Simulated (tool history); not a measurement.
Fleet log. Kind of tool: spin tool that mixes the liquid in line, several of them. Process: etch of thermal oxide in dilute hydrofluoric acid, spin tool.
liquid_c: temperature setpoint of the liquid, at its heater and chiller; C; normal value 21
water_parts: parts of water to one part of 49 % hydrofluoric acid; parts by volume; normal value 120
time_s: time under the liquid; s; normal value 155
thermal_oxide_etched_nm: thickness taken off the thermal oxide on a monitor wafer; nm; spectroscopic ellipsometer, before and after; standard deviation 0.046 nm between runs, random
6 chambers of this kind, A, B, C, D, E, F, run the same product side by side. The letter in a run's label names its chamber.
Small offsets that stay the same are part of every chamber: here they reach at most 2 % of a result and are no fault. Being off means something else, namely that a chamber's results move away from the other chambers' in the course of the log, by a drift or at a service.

run,hour,liquid_c,water_parts,time_s,"read-back film thickness of the thermal oxide reference wafer, read on the same gauge (nm)",thermal_oxide_etched_nm
1B,8.1,21,120,155,39.999,4.9793
2A,16.3,21,120,155,39.996,5.0689
3D,22.3,21,120,155,40.017,4.9322
4F,31.9,21,120,155,39.98,4.9256
# hour 32.3: chamber E: hydrofluoric acid flow meter replaced
5E,41.1,21,120,155,40.009,5.1126
6C,46.8,21,120,155,40.006,4.9976
7D,54.3,21,120,155,39.994,4.9475
# hour 54.5: chamber F: thermometer replaced
8E,59,21,120,155,39.981,5.0168
9B,65.2,21,120,155,39.993,5.0314
10A,74.2,21,120,155,39.995,4.9934
11F,83.8,21,120,155,39.982,4.9136
12C,90.1,21,120,155,40.002,5.0702
13B,96.7,21,120,155,39.99,5.0264
14C,103.3,21,120,155,40.008,5.0181
15D,113.4,21,120,155,40.009,4.8824
16F,118.6,21,120,155,39.999,4.9198
17E,126,21,120,155,40.018,5.0254
18A,132.1,21,120,155,39.987,4.9966
19A,138.3,21,120,155,39.969,5.0455
20B,146.2,21,120,95,39.995,2.9941
21F,154.7,21,120,95,39.981,2.9658
22D,164.4,21,120,95,39.998,3.0509
23C,172.4,21,120,95,39.986,3.0479
24E,177.1,21,120,95,40.005,3.0977
25E,183.6,21,120,95,39.974,3.057
26C,190.6,21,120,155,40.024,5.0218
27D,200.3,21,120,155,39.981,4.9684
28B,210.4,22.5,120,85,40.017,2.8863
29A,218,22.5,120,85,39.988,2.9369
30F,223.3,22.5,120,85,40.027,2.739
31E,233.3,22.5,120,85,39.986,2.9186
32A,242.9,22.5,120,85,40.015,2.9101
33F,249.9,22.5,120,85,40.034,2.651
34C,254.4,21,120,155,39.993,5.0449
35D,259.6,21,120,155,40.028,4.8909
# hour 265.2: chamber B: thermometer replaced
36B,268.9,21,175,155,40.03,3.2204
37C,277.6,21,175,155,39.991,3.2627
38E,285.3,21,175,155,39.975,3.2779
39D,292,21,175,155,40.014,3.1872
40A,298.5,21,175,155,40.003,3.2009
41B,303.4,21,175,155,40.033,3.2127
42F,310.5,21,120,155,40.011,4.4483
43E,319.8,19.5,120,155,40.014,4.6797

Read the log: is a single chamber off, either drifting away or since a service, is the gauge that measures every chamber drifting, or is nothing wrong beyond small per-chamber offsets? Name any odd chamber and what most likely caused it.

Little by little, chamber F moves away from the other chambers.
Likeliest cause: hydrofluoric acid flow below the setpoint (%) = 9.8.
The log may not separate it from: liquid colder than its thermometer reads (K).

Chamber F could run next with any of the 4 candidate recipes listed below; each alters the usual settings, and their results appear as question marks. Which one brings its results back in line with what the other chambers deliver on the usual settings?
Maximum distance from the other chambers' mean on the usual settings for a result to count as in line: thermal_oxide_etched_nm 0.16 nm
44F-1,327.2,21,125,155,,?
44F-2,327.2,21,120,175,,?
44F-3,327.2,21,125,145,,?
44F-4,327.2,21,115,155,,?

The other chambers' mean on the usual settings: thermal_oxide_etched_nm 4.9801 nm
run,thermal_oxide_etched_nm
44F-1,4.2503
44F-2,5.0287
44F-3,3.9761
44F-4,4.6758
It is 44F-2 that realigns the chamber with its peers.
